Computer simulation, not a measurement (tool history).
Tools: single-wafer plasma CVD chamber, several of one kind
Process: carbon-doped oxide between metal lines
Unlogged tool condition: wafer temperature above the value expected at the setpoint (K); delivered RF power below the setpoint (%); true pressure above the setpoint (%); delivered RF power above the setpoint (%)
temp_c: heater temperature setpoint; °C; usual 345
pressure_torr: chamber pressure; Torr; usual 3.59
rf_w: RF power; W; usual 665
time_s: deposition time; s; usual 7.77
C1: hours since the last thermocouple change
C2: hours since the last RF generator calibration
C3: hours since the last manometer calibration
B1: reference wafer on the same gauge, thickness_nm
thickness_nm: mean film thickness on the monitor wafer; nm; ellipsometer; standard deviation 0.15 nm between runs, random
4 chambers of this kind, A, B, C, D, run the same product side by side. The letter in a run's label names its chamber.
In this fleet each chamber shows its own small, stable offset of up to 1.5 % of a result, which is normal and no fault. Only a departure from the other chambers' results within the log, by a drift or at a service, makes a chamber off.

{"run": "1A", "day": 0.254, "temp_c": 345, "pressure_torr": 3.59, "rf_w": 665, "time_s": 7.77, "C1": 1016.3, "C2": 884.4, "C3": 358.9, "B1": 54.538, "thickness_nm": 47.087}
{"run": "2D", "day": 0.45, "temp_c": 345, "pressure_torr": 3.59, "rf_w": 665, "time_s": 7.77, "C1": 2226.7, "C2": 793.4, "C3": 1116.9, "B1": 54.609, "thickness_nm": 47.017}
{"run": "3C", "day": 0.692, "temp_c": 345, "pressure_torr": 3.59, "rf_w": 665, "time_s": 7.77, "C1": 330.6, "C2": 1030.4, "C3": 816.4, "B1": 54.619, "thickness_nm": 47.426}
{"run": "4B", "day": 0.829, "temp_c": 345, "pressure_torr": 3.59, "rf_w": 665, "time_s": 7.77, "C1": 114.4, "C2": 842.3, "C3": 200.3, "B1": 54.585, "thickness_nm": 46.525}
{"run": "5C", "day": 1.1, "temp_c": 345, "pressure_torr": 3.59, "rf_w": 665, "time_s": 7.77, "C1": 340.4, "C2": 1040.2, "C3": 826.2, "B1": 54.57, "thickness_nm": 47.21}
{"run": "6B", "day": 1.292, "temp_c": 345, "pressure_torr": 3.59, "rf_w": 665, "time_s": 7.77, "C1": 125.5, "C2": 853.4, "C3": 211.4, "B1": 54.612, "thickness_nm": 46.567}
{"run": "7D", "day": 1.421, "temp_c": 345, "pressure_torr": 3.59, "rf_w": 665, "time_s": 7.77, "C1": 2250.0, "C2": 816.7, "C3": 1140.2, "B1": 54.602, "thickness_nm": 47.152}
{"day": 1.667, "done": "chamber D: thermocouple changed; heater temperature recalibrated"}
{"run": "8A", "day": 1.675, "temp_c": 345, "pressure_torr": 3.59, "rf_w": 585, "time_s": 7.77, "C1": 1050.4, "C2": 918.5, "C3": 393.0, "B1": 54.644, "thickness_nm": 43.194}
{"run": "9D", "day": 1.942, "temp_c": 345, "pressure_torr": 3.59, "rf_w": 585, "time_s": 7.77, "C1": 6.7, "C2": 829.2, "C3": 1152.7, "B1": 54.661, "thickness_nm": 43.74}
{"run": "10A", "day": 2.088, "temp_c": 345, "pressure_torr": 3.59, "rf_w": 585, "time_s": 7.77, "C1": 1060.3, "C2": 928.4, "C3": 402.9, "B1": 54.552, "thickness_nm": 43.309}
{"run": "11C", "day": 2.383, "temp_c": 345, "pressure_torr": 3.59, "rf_w": 585, "time_s": 7.77, "C1": 371.2, "C2": 1071.0, "C3": 857.0, "B1": 54.571, "thickness_nm": 43.979}
{"run": "12B", "day": 2.554, "temp_c": 345, "pressure_torr": 3.59, "rf_w": 665, "time_s": 7.77, "C1": 155.8, "C2": 883.7, "C3": 241.7, "B1": 54.601, "thickness_nm": 46.26}
{"run": "13D", "day": 2.742, "temp_c": 345, "pressure_torr": 3.59, "rf_w": 665, "time_s": 7.77, "C1": 25.9, "C2": 848.4, "C3": 1171.9, "B1": 54.623, "thickness_nm": 47.6}
{"run": "14A", "day": 3.017, "temp_c": 345, "pressure_torr": 3.59, "rf_w": 665, "time_s": 7.77, "C1": 1082.6, "C2": 950.7, "C3": 425.2, "B1": 54.592, "thickness_nm": 46.759}
{"run": "15B", "day": 3.15, "temp_c": 340, "pressure_torr": 3.59, "rf_w": 545, "time_s": 7.77, "C1": 170.1, "C2": 898.0, "C3": 256.0, "B1": 54.593, "thickness_nm": 41.936}
{"run": "16C", "day": 3.379, "temp_c": 340, "pressure_torr": 3.59, "rf_w": 545, "time_s": 7.77, "C1": 395.1, "C2": 1094.9, "C3": 880.9, "B1": 54.635, "thickness_nm": 42.805}
{"run": "17D", "day": 3.654, "temp_c": 340, "pressure_torr": 3.59, "rf_w": 545, "time_s": 7.77, "C1": 47.8, "C2": 870.3, "C3": 1193.8, "B1": 54.607, "thickness_nm": 42.273}
{"run": "18A", "day": 3.946, "temp_c": 340, "pressure_torr": 3.59, "rf_w": 545, "time_s": 7.77, "C1": 1104.9, "C2": 973.0, "C3": 447.5, "B1": 54.606, "thickness_nm": 42.107}
{"day": 4.042, "done": "chamber B: RF generator calibrated"}
{"run": "19C", "day": 4.117, "temp_c": 345, "pressure_torr": 3.59, "rf_w": 665, "time_s": 7.77, "C1": 412.8, "C2": 1112.6, "C3": 898.6, "B1": 54.595, "thickness_nm": 47.362}
{"run": "20B", "day": 4.292, "temp_c": 345, "pressure_torr": 3.59, "rf_w": 665, "time_s": 7.77, "C1": 197.5, "C2": 6.1, "C3": 283.4, "B1": 54.605, "thickness_nm": 46.25}
{"run": "21B", "day": 4.462, "temp_c": 345, "pressure_torr": 3.59, "rf_w": 665, "time_s": 7.77, "C1": 201.6, "C2": 10.2, "C3": 287.5, "B1": 54.534, "thickness_nm": 46.549}
{"run": "22A", "day": 4.758, "temp_c": 355, "pressure_torr": 3.59, "rf_w": 665, "time_s": 6.53, "C1": 1124.4, "C2": 992.5, "C3": 467.0, "B1": 54.613, "thickness_nm": 38.011}
{"run": "23D", "day": 4.971, "temp_c": 355, "pressure_torr": 3.59, "rf_w": 665, "time_s": 6.53, "C1": 79.4, "C2": 901.9, "C3": 1225.4, "B1": 54.602, "thickness_nm": 38.878}
{"run": "24C", "day": 5.117, "temp_c": 355, "pressure_torr": 3.59, "rf_w": 665, "time_s": 6.53, "C1": 436.8, "C2": 1136.6, "C3": 922.6, "B1": 54.589, "thickness_nm": 38.867}
{"run": "25C", "day": 5.304, "temp_c": 355, "pressure_torr": 3.59, "rf_w": 665, "time_s": 6.53, "C1": 441.3, "C2": 1141.1, "C3": 927.1, "B1": 54.562, "thickness_nm": 38.997}
{"run": "26B", "day": 5.446, "temp_c": 345, "pressure_torr": 3.59, "rf_w": 665, "time_s": 7.77, "C1": 225.2, "C2": 33.8, "C3": 311.1, "B1": 54.573, "thickness_nm": 46.635}
{"run": "27A", "day": 5.746, "temp_c": 345, "pressure_torr": 3.59, "rf_w": 665, "time_s": 7.77, "C1": 1148.1, "C2": 1016.2, "C3": 490.7, "B1": 54.613, "thickness_nm": 45.938}
{"run": "28D", "day": 5.958, "temp_c": 345, "pressure_torr": 3.59, "rf_w": 665, "time_s": 7.77, "C1": 103.1, "C2": 925.6, "C3": 1249.1, "B1": 54.599, "thickness_nm": 46.946}
{"run": "29A", "day": 6.138, "temp_c": 345, "pressure_torr": 3.59, "rf_w": 665, "time_s": 7.77, "C1": 1157.5, "C2": 1025.6, "C3": 500.1, "B1": 54.594, "thickness_nm": 46.363}
{"run": "30B", "day": 6.338, "temp_c": 345, "pressure_torr": 3.59, "rf_w": 665, "time_s": 7.77, "C1": 246.6, "C2": 55.2, "C3": 332.5, "B1": 54.563, "thickness_nm": 46.553}
{"run": "31C", "day": 6.479, "temp_c": 345, "pressure_torr": 3.59, "rf_w": 665, "time_s": 7.77, "C1": 469.5, "C2": 1169.3, "C3": 955.3, "B1": 54.608, "thickness_nm": 47.505}
{"run": "32D", "day": 6.775, "temp_c": 345, "pressure_torr": 2.78, "rf_w": 770, "time_s": 7.77, "C1": 122.7, "C2": 945.2, "C3": 1268.7, "B1": 54.527, "thickness_nm": 50.289}
{"run": "33B", "day": 7.025, "temp_c": 345, "pressure_torr": 2.78, "rf_w": 770, "time_s": 7.77, "C1": 263.1, "C2": 71.7, "C3": 349.0, "B1": 54.549, "thickness_nm": 49.981}
{"run": "34A", "day": 7.238, "temp_c": 345, "pressure_torr": 2.78, "rf_w": 770, "time_s": 7.77, "C1": 1183.9, "C2": 1052.0, "C3": 526.5, "B1": 54.585, "thickness_nm": 48.696}
{"run": "35C", "day": 7.483, "temp_c": 345, "pressure_torr": 2.78, "rf_w": 770, "time_s": 7.77, "C1": 493.6, "C2": 1193.4, "C3": 979.4, "B1": 54.579, "thickness_nm": 50.724}
{"run": "36D", "day": 7.779, "temp_c": 345, "pressure_torr": 3.59, "rf_w": 665, "time_s": 7.77, "C1": 146.8, "C2": 969.3, "C3": 1292.8, "B1": 54.595, "thickness_nm": 47.448}
{"run": "37A", "day": 8.058, "temp_c": 345, "pressure_torr": 3.59, "rf_w": 665, "time_s": 7.77, "C1": 1203.6, "C2": 1071.7, "C3": 546.2, "B1": 54.621, "thickness_nm": 45.478}
{"run": "38D", "day": 8.262, "temp_c": 345, "pressure_torr": 3.59, "rf_w": 665, "time_s": 7.77, "C1": 158.4, "C2": 980.9, "C3": 1304.4, "B1": 54.593, "thickness_nm": 47.473}
{"run": "39B", "day": 8.404, "temp_c": 345, "pressure_torr": 3.59, "rf_w": 665, "time_s": 7.77, "C1": 296.2, "C2": 104.8, "C3": 382.1, "B1": 54.629, "thickness_nm": 46.766}
{"run": "40C", "day": 8.592, "temp_c": 345, "pressure_torr": 3.03, "rf_w": 665, "time_s": 9.19, "C1": 520.2, "C2": 1220.0, "C3": 1006.0, "B1": 54.596, "thickness_nm": 55.108}

Decide between three cases: one chamber stands off from its peers, the gauge reading all wafers drifts, or nothing is wrong past each chamber's small offset. Where a chamber is off, say which and what most likely put it there.

It is chamber A that slowly wanders off from its peers.
Likeliest cause: delivered RF power below the setpoint (%) = 5.72.

Which of the 4 candidates below, each the usual settings with something changed and its results left as question marks, puts chamber A back in line with what the other chambers give on the usual settings?
Allowed miss from the other chambers' usual-settings mean, per result, to count as in line: thickness_nm 0.520 nm
{"run": "41A-1", "day": 8.808, "temp_c": 345, "pressure_torr": 3.61, "rf_w": 675, "time_s": 7.99, "thickness_nm": "?"}
{"run": "41A-2", "day": 8.808, "temp_c": 345, "pressure_torr": 3.59, "rf_w": 620, "time_s": 7.77, "thickness_nm": "?"}
{"run": "41A-3", "day": 8.808, "temp_c": 346, "pressure_torr": 3.56, "rf_w": 645, "time_s": 7.36, "thickness_nm": "?"}
{"run": "41A-4", "day": 8.808, "temp_c": 344, "pressure_torr": 3.59, "rf_w": 665, "time_s": 8.33, "thickness_nm": "?"}

Usual-settings mean across the other chambers: thickness_nm 47.101 nm
run=41A-1 thickness_nm=46.932
run=41A-2 thickness_nm=43.343
run=41A-3 thickness_nm=41.918
run=41A-4 thickness_nm=48.573
41A-1 brings the chamber back in line.
